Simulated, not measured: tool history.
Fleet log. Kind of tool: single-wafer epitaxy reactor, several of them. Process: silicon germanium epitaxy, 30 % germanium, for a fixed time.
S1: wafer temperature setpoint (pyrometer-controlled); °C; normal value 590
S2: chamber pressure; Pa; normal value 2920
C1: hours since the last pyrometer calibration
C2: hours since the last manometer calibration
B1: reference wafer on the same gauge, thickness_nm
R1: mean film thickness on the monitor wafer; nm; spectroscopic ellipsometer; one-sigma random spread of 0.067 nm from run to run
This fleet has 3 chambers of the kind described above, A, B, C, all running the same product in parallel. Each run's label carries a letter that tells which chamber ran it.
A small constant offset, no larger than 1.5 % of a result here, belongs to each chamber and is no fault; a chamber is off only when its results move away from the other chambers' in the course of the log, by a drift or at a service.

run	hour	S1	S2	C1	C2	B1	R1
1A	7.3	590	2920	2346.9	1061.2	41.223	50.469
2C	12.0	590	2920	2089.2	1652.9	41.224	50.836
3B	18.2	590	2920	1710.7	2148.2	41.234	51.507
4A	22.9	590	2920	2362.5	1076.8	41.247	50.319
5C	28.3	590	2920	2105.5	1669.2	41.252	50.903
6B	35.6	590	2920	1728.1	2165.6	41.267	51.413
7A	41.2	590	2920	2380.8	1095.1	41.274	50.404
8C	48.6	590	2920	2125.8	1689.5	41.278	50.802
9B	54.5	590	2920	1747.0	2184.5	41.290	51.600
10A	60.8	590	2920	2400.4	1114.7	41.295	50.529
11B	68.4	595	2386	1760.9	2198.4	41.324	52.449
12C	72.0	595	2386	2149.2	1712.9	41.331	51.707
13A	78.6	595	2386	2418.2	1132.5	41.340	50.905
14C	82.8	590	2920	2160.0	1723.7	41.344	51.143
15B	90.0	590	2920	1782.5	2220.0	41.368	51.558
16A	94.0	590	2920	2433.6	1147.9	41.363	50.385
# hour 98.3: chamber C: pyrometer calibrated
17B	99.0	590	2920	1791.5	2229.0	41.374	51.629
18C	104.0	590	2920	5.7	1744.9	41.406	51.041
19C	109.5	604	2440	11.2	1750.4	41.395	61.400
20A	116.3	604	2440	2455.9	1170.2	41.426	60.608

Is one chamber out of step, is the gauge drifting, or do the chambers differ by no more than their own small offsets? For an off chamber, give its letter and the likeliest cause.

None of the chambers is off. What moves is the gauge, dragging all their readings along together.
Likeliest cause: gauge reads high (%) = 0.553.
